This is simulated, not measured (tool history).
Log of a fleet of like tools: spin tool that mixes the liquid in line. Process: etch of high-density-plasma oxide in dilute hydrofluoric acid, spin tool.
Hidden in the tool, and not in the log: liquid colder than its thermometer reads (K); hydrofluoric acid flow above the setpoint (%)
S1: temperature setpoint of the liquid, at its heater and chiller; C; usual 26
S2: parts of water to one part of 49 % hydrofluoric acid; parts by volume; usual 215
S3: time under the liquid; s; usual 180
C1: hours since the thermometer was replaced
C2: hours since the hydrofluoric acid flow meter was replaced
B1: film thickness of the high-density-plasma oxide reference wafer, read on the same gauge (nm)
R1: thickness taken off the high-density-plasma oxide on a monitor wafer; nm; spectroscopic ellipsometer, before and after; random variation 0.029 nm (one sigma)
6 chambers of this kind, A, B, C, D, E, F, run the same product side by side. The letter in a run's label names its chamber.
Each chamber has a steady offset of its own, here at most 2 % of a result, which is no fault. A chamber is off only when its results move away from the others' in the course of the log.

| run | hour | S1 | S2 | S3 | C1 | C2 | B1 | R1 |
|---|---|---|---|---|---|---|---|---|
| 1E | 11.6 | 26 | 215 | 180 | 440.1 | 441.2 | 60.033 | 4.6076 |
| 2D | 21.6 | 26 | 215 | 180 | 28.8 | 1534.7 | 59.971 | 4.582 |
| 3F | 33.9 | 26 | 215 | 180 | 2633 | 1317.5 | 59.973 | 4.6473 |
| 4A | 48.6 | 26 | 215 | 180 | 516.6 | 178.1 | 59.995 | 4.5859 |
| 5B | 57.2 | 26 | 125 | 180 | 483.4 | 486.3 | 60 | 8.9061 |
| 6C | 66.7 | 26 | 125 | 180 | 142 | 500 | 59.966 | 8.5739 |
| 7C | 77.8 | 26 | 125 | 180 | 153.1 | 511.1 | 60.015 | 8.5079 |
| 8B | 88.1 | 26 | 125 | 180 | 514.3 | 517.2 | 59.962 | 8.874 |
| 9A | 101.2 | 26 | 125 | 180 | 569.2 | 230.7 | 60.024 | 8.915 |
| 10F | 110.6 | 26 | 125 | 180 | 2709.7 | 1394.2 | 59.999 | 8.8952 |
| 11D | 119 | 26 | 215 | 180 | 126.2 | 1632.1 | 59.993 | 4.6156 |
| 12E | 133.2 | 26 | 215 | 180 | 561.7 | 562.8 | 59.984 | 4.6055 |
| 13D | 142.2 | 26 | 215 | 180 | 149.4 | 1655.3 | 60.001 | 4.5812 |
| 14C | 150.1 | 26 | 215 | 180 | 225.4 | 583.4 | 59.994 | 4.5049 |
| 15F | 163.2 | 26 | 215 | 180 | 2762.3 | 1446.8 | 59.985 | 4.5704 |
| 16E | 173.2 | 26 | 215 | 110 | 601.7 | 602.8 | 60.008 | 2.8359 |
| 17B | 188.3 | 26 | 215 | 110 | 614.5 | 617.4 | 59.982 | 2.8168 |
| 18A | 196.6 | 26 | 215 | 110 | 664.6 | 326.1 | 59.97 | 2.8259 |
| 19E | 211 | 26 | 215 | 110 | 639.5 | 640.6 | 60 | 2.8612 |
|  | 213.5 | chamber F: hydrofluoric acid flow meter replaced |
| 20A | 226 | 26 | 215 | 110 | 694 | 355.5 | 60.002 | 2.7611 |
| 21F | 240.9 | 26 | 215 | 110 | 2840 | 27.5 | 60 | 2.7935 |
| 22C | 251.7 | 26 | 215 | 180 | 327 | 685 | 60.013 | 4.5873 |
|  | 254.8 | chamber F: thermometer replaced |
| 23D | 261.7 | 26 | 215 | 180 | 268.9 | 1774.8 | 59.981 | 4.651 |
| 24B | 274.5 | 26 | 215 | 180 | 700.7 | 703.6 | 60.021 | 4.5391 |
| 25A | 282.7 | 26 | 215 | 180 | 750.7 | 412.2 | 60.013 | 4.5652 |
| 26C | 296.6 | 26 | 215 | 180 | 371.9 | 729.9 | 59.967 | 4.4662 |
| 27E | 304.4 | 26 | 215 | 180 | 732.9 | 734 | 60.016 | 4.8187 |
| 28B | 313.8 | 26 | 215 | 180 | 740 | 742.9 | 59.98 | 4.5537 |
| 29F | 324.3 | 26 | 215 | 180 | 69.5 | 110.9 | 59.989 | 4.5535 |
| 30D | 334.8 | 26 | 215 | 180 | 342 | 1847.9 | 60.006 | 4.6793 |
| 31C | 344.3 | 26 | 215 | 180 | 419.6 | 777.6 | 59.992 | 4.4836 |
| 32B | 359 | 26 | 215 | 180 | 785.2 | 788.1 | 59.981 | 4.5441 |
| 33F | 369.5 | 26 | 295 | 180 | 114.7 | 156.1 | 60.014 | 3.0446 |
| 34A | 382.8 | 26 | 295 | 180 | 850.8 | 512.3 | 60.016 | 3.0807 |
| 35D | 394.9 | 26 | 295 | 180 | 402.1 | 1908 | 59.991 | 3.1088 |
| 36E | 408.5 | 26 | 295 | 180 | 837 | 838.1 | 59.998 | 3.2827 |
| 37A | 418.8 | 26 | 295 | 180 | 886.8 | 548.3 | 60.027 | 3.0741 |
| 38F | 429.9 | 26 | 295 | 180 | 175.1 | 216.5 | 59.975 | 3.083 |
| 39B | 439.3 | 26 | 215 | 180 | 865.5 | 868.4 | 60.011 | 4.5697 |
| 40E | 452.4 | 26 | 215 | 180 | 880.9 | 882 | 59.972 | 4.9378 |
| 41C | 462.2 | 26 | 215 | 180 | 537.5 | 895.5 | 60.003 | 4.4745 |
| 42D | 476.3 | 28 | 215 | 180 | 483.5 | 1989.4 | 59.963 | 4.9448 |

What goes on in this fleet: one chamber off, a drifting gauge, or nothing beyond the chambers' own small offsets? Name the chamber and the cause, if any.

Chamber E drifts away from the others.
Cause: hydrofluoric acid flow above the setpoint (%) = 6.67.
The log may not tell that from: liquid hotter than its thermometer reads (K).

Here are 4 candidates for chamber E's next run, each the usual settings with a change, their results left as question marks. Which one brings its results back in line with what the others give on the usual settings?
In line means no further than this from the other chambers' mean on the usual settings: R1 0.1 nm
| 43E-1 | 487.2 | 26 | 205 | 185 |  |  |  | ? |
| 43E-2 | 487.2 | 27 | 215 | 180 |  |  |  | ? |
| 43E-3 | 487.2 | 25 | 215 | 180 |  |  |  | ? |
| 43E-4 | 487.2 | 26 | 230 | 180 |  |  |  | ? |

The other chambers' mean on the usual settings: R1 4.5741 nm
| run | R1 |
|---|---|
| 43E-1 | 5.4099 |
| 43E-2 | 5.1477 |
| 43E-3 | 4.7891 |
| 43E-4 | 4.5704 |
43E-4 brings the chamber back in line.
